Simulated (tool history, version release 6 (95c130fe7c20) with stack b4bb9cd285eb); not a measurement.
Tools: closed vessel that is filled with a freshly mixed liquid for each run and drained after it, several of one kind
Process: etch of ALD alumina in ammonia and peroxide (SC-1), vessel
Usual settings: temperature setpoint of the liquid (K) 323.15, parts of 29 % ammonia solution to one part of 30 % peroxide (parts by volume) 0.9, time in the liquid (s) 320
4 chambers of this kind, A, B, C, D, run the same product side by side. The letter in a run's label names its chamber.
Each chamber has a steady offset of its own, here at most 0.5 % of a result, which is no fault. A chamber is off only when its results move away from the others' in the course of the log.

| run | hour | temperature setpoint of the liquid (K) | parts of 29 % ammonia solution to one part of 30 % peroxide (parts by volume) | time in the liquid (s) | read-back film thickness of the ALD alumina reference wafer, read on the same gauge (nm) | thickness taken off the ALD alumina on a monitor wafer (Å) |
|---|---|---|---|---|---|---|
| 1A | 5.3 | 323.15 | 0.9 | 320 | 110.01 | 198.900 |
| 2C | 9.2 | 323.15 | 0.9 | 320 | 109.97 | 200.210 |
| 3B | 13.8 | 323.15 | 0.9 | 320 | 110.02 | 198.980 |
| 4D | 19.3 | 323.15 | 0.9 | 320 | 110.01 | 199.730 |
|  | 21.7 | chamber C: ammonia flow meter replaced |
| 5C | 24.9 | 323.15 | 0.9 | 320 | 110.01 | 201.480 |
| 6D | 32.1 | 318.65 | 0.9 | 485 | 109.99 | 236.120 |
| 7A | 37.7 | 318.65 | 0.9 | 485 | 110.00 | 235.280 |
| 8B | 43.3 | 318.65 | 0.9 | 485 | 110.00 | 235.190 |
| 9B | 48.3 | 318.65 | 0.9 | 485 | 110.01 | 234.920 |
| 10A | 53.1 | 323.15 | 0.9 | 320 | 110.01 | 200.090 |
| 11C | 59.7 | 323.15 | 0.9 | 320 | 109.99 | 200.220 |
| 12D | 63.5 | 323.15 | 0.9 | 320 | 109.97 | 200.200 |
|  | 64.2 | chamber C: new drum of ammonia solution connected |
| 13D | 68.3 | 323.15 | 0.9 | 320 | 109.98 | 200.900 |
| 14A | 72.4 | 316.65 | 0.9 | 320 | 109.99 | 141.360 |
| 15C | 78.2 | 316.65 | 0.9 | 320 | 110.03 | 137.990 |
| 16B | 84.3 | 316.65 | 0.9 | 320 | 109.98 | 137.380 |
| 17B | 89.1 | 316.65 | 0.9 | 320 | 110.00 | 135.350 |
| 18A | 93.6 | 323.15 | 0.9 | 320 | 109.99 | 197.860 |
| 19D | 99.1 | 323.15 | 0.7 | 475 | 109.96 | 291.920 |
| 20C | 106.6 | 323.15 | 0.7 | 475 | 109.99 | 291.500 |
| 21B | 110.4 | 323.15 | 0.7 | 475 | 109.99 | 283.620 |
| 22C | 118.0 | 323.15 | 0.7 | 475 | 110.06 | 288.720 |
| 23A | 122.1 | 323.15 | 0.9 | 320 | 109.99 | 196.940 |
| 24D | 126.8 | 323.15 | 0.9 | 320 | 109.96 | 201.720 |
| 25B | 133.9 | 323.15 | 0.9 | 320 | 110.01 | 191.770 |
| 26D | 140.8 | 323.15 | 0.9 | 320 | 109.99 | 200.500 |
| 27C | 147.9 | 323.15 | 0.9 | 320 | 109.99 | 199.320 |
| 28A | 153.4 | 323.15 | 0.9 | 320 | 110.01 | 202.180 |
| 29C | 160.7 | 323.15 | 0.9 | 320 | 110.04 | 199.830 |
|  | 161.1 | chamber D: thermometer replaced |
| 30B | 165.9 | 323.15 | 0.9 | 320 | 110.00 | 191.210 |
| 31A | 173.1 | 323.15 | 0.9 | 320 | 109.99 | 203.610 |
| 32D | 177.2 | 323.15 | 0.9 | 185 | 110.01 | 115.960 |
| 33B | 182.9 | 323.15 | 0.9 | 185 | 109.97 | 111.060 |
| 34D | 189.4 | 323.15 | 0.9 | 185 | 110.01 | 117.720 |
| 35A | 196.9 | 323.15 | 0.9 | 185 | 110.00 | 115.930 |
| 36C | 204.3 | 320.15 | 0.9 | 320 | 109.95 | 172.250 |
| 37B | 208.0 | 320.15 | 0.9 | 320 | 109.99 | 158.730 |
| 38C | 211.6 | 320.15 | 0.9 | 320 | 110.00 | 167.830 |
| 39A | 215.3 | 320.15 | 0.9 | 320 | 109.99 | 169.240 |
| 40D | 221.7 | 323.15 | 1.2 | 255 | 109.99 | 163.930 |
| 41B | 225.2 | 323.15 | 1.2 | 255 | 109.97 | 157.360 |
| 42D | 229.0 | 323.15 | 1.2 | 255 | 110.01 | 165.060 |

Is one chamber off against the others, does the gauge drift, or is nothing wrong? If a chamber is off, say which, and what the likeliest cause is.

Chamber B drifts away from the others.
Cause: liquid colder than its thermometer reads (K) = 0.982.

Here are 4 candidates for chamber B's next run, each the usual settings with a change, their results left as question marks. Which one brings its results back in line with what the others give on the usual settings?
In line means no further than this from the other chambers' mean on the usual settings: thickness taken off the ALD alumina on a monitor wafer (Å) 5.000
| 43B-1 | 234.5 | 322.65 | 0.9 | 310 |  | ? |
| 43B-2 | 234.5 | 323.15 | 0.9 | 325 |  | ? |
| 43B-3 | 234.5 | 323.15 | 0.9 | 315 |  | ? |
| 43B-4 | 234.5 | 323.65 | 0.9 | 330 |  | ? |

The other chambers' mean on the usual settings: thickness taken off the ALD alumina on a monitor wafer (Å) 200.570
| run | thickness taken off the ALD alumina on a monitor wafer (Å) |
|---|---|
| 43B-1 | 178.600 |
| 43B-2 | 192.510 |
| 43B-3 | 186.590 |
| 43B-4 | 200.950 |
43B-4 brings the chamber back in line.
